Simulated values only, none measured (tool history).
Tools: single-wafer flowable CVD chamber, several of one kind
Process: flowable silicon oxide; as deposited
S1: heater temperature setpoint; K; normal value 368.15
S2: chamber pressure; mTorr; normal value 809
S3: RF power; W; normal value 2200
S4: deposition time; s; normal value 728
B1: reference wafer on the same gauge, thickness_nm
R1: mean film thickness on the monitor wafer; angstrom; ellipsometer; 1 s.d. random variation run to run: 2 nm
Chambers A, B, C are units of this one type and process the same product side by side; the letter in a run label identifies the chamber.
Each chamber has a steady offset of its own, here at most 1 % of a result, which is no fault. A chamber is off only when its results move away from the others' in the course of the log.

run,hour,S1,S2,S3,S4,B1,R1
1A,4.2,368.15,809,2200,728,626.18,5339
2B,8,368.15,809,2200,728,626.16,5397.6
3C,10.7,368.15,809,2200,728,626.27,5389.5
4A,15.1,368.15,809,2200,728,626.09,5324
5B,20.3,368.15,809,2200,728,625.91,5400.7
# hour 21.1: chamber B: thermocouple changed; heater temperature recalibrated
6C,26.5,368.15,809,2200,728,625.68,5332.6
7C,29.2,368.15,809,2200,728,626.16,5383.4
8B,32.1,368.15,809,2200,728,625.9,5388.3
9A,37.2,368.15,809,2200,728,625.83,5341.5
10C,42.5,368.15,809,2200,728,626.32,5358.7
11A,47.4,368.15,809,2200,728,625.97,5357.6
12B,51.5,368.15,809,2200,728,626,5409
13B,55,373.15,809,2200,728,626.21,4597.2
14A,59.1,373.15,809,2200,728,626.69,4564.2
15C,63.3,373.15,809,2200,728,626.45,4559.2
16A,66.5,368.15,809,2200,728,626.16,5340
17B,70.5,363.15,997,2200,728,625.66,8206.7
18C,73.4,363.15,997,2200,728,626.15,8224.9
19B,78.4,363.15,997,2200,728,626.22,8222.6
20C,83.3,368.15,809,2200,728,625.55,5320.7
21A,87.1,368.15,809,2200,728,626.12,5337
22A,92.1,368.15,809,2200,728,626.1,5387.3
23B,95.3,368.15,809,2200,728,625.38,5326.4
24C,98.1,368.15,809,2200,728,625.96,5368.3
25A,101.3,368.15,809,2200,728,626.99,5335
26B,104.6,368.15,809,2200,728,625.74,5341
27C,108.2,368.15,809,2200,728,625.39,5364.6
28C,114.4,359.15,809,2200,667,625.49,6512.2
29B,117.2,359.15,809,2200,667,625.96,6456.4
30A,122.3,359.15,809,2200,667,626.17,6534
31B,126.9,368.15,809,2200,728,625.73,5286.8
32A,130.6,362.15,809,1945,728,625.42,6332.3
33C,135.6,362.15,809,1945,728,626.86,6378.8
34B,140.4,362.15,809,1945,728,625.54,6247.1
35C,144.8,368.15,809,2200,728,625.77,5375.8
36A,149.6,368.15,809,2200,728,625.8,5332.4
37B,152.4,368.15,809,2200,728,626.11,5262.9
38A,156.3,368.15,809,2200,728,625.87,5323.1
39C,160.2,368.15,809,2200,728,625.85,5354.5
40C,163.8,368.15,809,2200,728,625.64,5354.8
41A,169.7,368.15,809,2200,728,626.93,5377.2

Does one chamber stand apart from the rest, does the shared gauge drift, or is all well apart from small per-chamber offsets? Give the chamber and the most likely cause, where there is one.

Little by little, chamber B moves away from the other chambers.
Likeliest cause: true pressure below the setpoint (%) = 2.58.
With only this log, it may be confused with: wafer temperature above the value expected at the setpoint (K).

Here are 4 candidates for chamber B's next run, each the usual settings with a change, their results left as question marks. Which one brings its results back in line with what the others give on the usual settings?
In line here means within this much of the mean the other chambers give on the usual settings: R1 68 angstrom
42B-1,174.2,369.15,801,2200,724,,?
42B-2,174.2,368.15,798,2200,723,,?
42B-3,174.2,367.15,817,2200,732,,?
42B-4,174.2,368.15,809,2210,745,,?

Mean of the other chambers on the usual settings: R1 5357.9 angstrom
run,R1
42B-1,4967.9
42B-2,5101.4
42B-3,5506.3
42B-4,5355.8
With 42B-4, the chamber falls back in line with the rest.
